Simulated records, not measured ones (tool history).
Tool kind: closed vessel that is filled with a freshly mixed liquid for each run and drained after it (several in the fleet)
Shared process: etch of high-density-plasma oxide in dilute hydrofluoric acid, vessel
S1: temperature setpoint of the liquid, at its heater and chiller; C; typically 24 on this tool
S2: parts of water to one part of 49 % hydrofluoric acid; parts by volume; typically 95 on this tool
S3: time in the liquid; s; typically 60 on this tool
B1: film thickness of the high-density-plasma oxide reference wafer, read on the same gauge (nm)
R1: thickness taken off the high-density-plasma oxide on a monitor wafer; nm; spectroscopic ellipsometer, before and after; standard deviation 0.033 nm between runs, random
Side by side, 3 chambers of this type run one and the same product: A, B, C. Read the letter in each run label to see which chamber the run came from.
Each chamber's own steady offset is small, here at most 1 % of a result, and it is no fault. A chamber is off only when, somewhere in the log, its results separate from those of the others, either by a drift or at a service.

Run 1B, hour 11.4: usual settings; B1 49.986. Result: R1 7.1133 nm.
Run 2C, hour 18: usual settings; B1 49.996. Result: R1 7.0557 nm.
Run 3A, hour 29.7: usual settings; B1 50.044. Result: R1 7.1033 nm.
Run 4A, hour 41.7: usual settings; B1 49.994. Result: R1 7.0899 nm.
Run 5B, hour 48.8: usual settings; B1 50.007. Result: R1 7.1454 nm.
Run 6C, hour 62.1: usual settings; B1 50.022. Result: R1 6.9996 nm.
Run 7C, hour 75.7: usual settings; B1 49.984. Result: R1 7.0841 nm.
Run 8B, hour 82.8: usual settings; B1 49.996. Result: R1 7.1301 nm.
At hour 87.7: chamber A: thermometer replaced.
Run 9A, hour 91: usual settings; B1 50.013. Result: R1 7.1355 nm.
Run 10B, hour 104.5: usual settings; B1 50.019. Result: R1 7.1476 nm.
Run 11A, hour 114.3: usual settings but S3 50 s; B1 49.996. Result: R1 5.9859 nm.
Run 12C, hour 123.5: usual settings but S3 50 s; B1 50.011. Result: R1 5.9252 nm.
Run 13B, hour 137.5: usual settings but S3 50 s; B1 50.003. Result: R1 5.9264 nm.
Run 14A, hour 145.7: usual settings; B1 49.969. Result: R1 7.2176 nm.
Run 15C, hour 157.6: usual settings; B1 49.989. Result: R1 7.1246 nm.
Run 16B, hour 164.2: usual settings; B1 49.989. Result: R1 7.1263 nm.
Run 17A, hour 170.6: usual settings; B1 49.993. Result: R1 7.28 nm.
Run 18C, hour 180.2: usual settings; B1 49.99. Result: R1 7.0835 nm.
Run 19B, hour 193.6: usual settings; B1 50.023. Result: R1 7.1417 nm.
Run 20C, hour 207.2: usual settings; B1 50.007. Result: R1 7.0053 nm.
At hour 216.5: chamber B: hydrofluoric acid flow meter replaced.
Run 21A, hour 216.9: usual settings; B1 50.016. Result: R1 7.3328 nm.
Run 22C, hour 228.6: usual settings but S2 55 parts by volume; B1 50.012. Result: R1 12.925 nm.
Run 23A, hour 238.3: usual settings but S2 55 parts by volume; B1 49.997. Result: R1 13.464 nm.
Run 24B, hour 245.6: usual settings but S2 55 parts by volume; B1 49.995. Result: R1 13.032 nm.
Run 25B, hour 257.7: usual settings; B1 49.972. Result: R1 7.1252 nm.
Run 26C, hour 264.3: usual settings but S1 28 C, S2 65 parts by volume; B1 50.003. Result: R1 12.725 nm.
Run 27A, hour 271.1: usual settings but S1 28 C, S2 65 parts by volume; B1 49.991. Result: R1 13.176 nm.

All 3 chambers run these settings next. Forecast each chamber's results:
Run 28A, hour 281.3: usual settings but S1 22 C. Result: R1 ?.
Run 28B, hour 281.3: usual settings but S1 22 C. Result: R1 ?.
Run 28C, hour 281.3: usual settings but S1 22 C. Result: R1 ?.

run      R1
28A  6.8136
28B  6.6244
28C  6.5514

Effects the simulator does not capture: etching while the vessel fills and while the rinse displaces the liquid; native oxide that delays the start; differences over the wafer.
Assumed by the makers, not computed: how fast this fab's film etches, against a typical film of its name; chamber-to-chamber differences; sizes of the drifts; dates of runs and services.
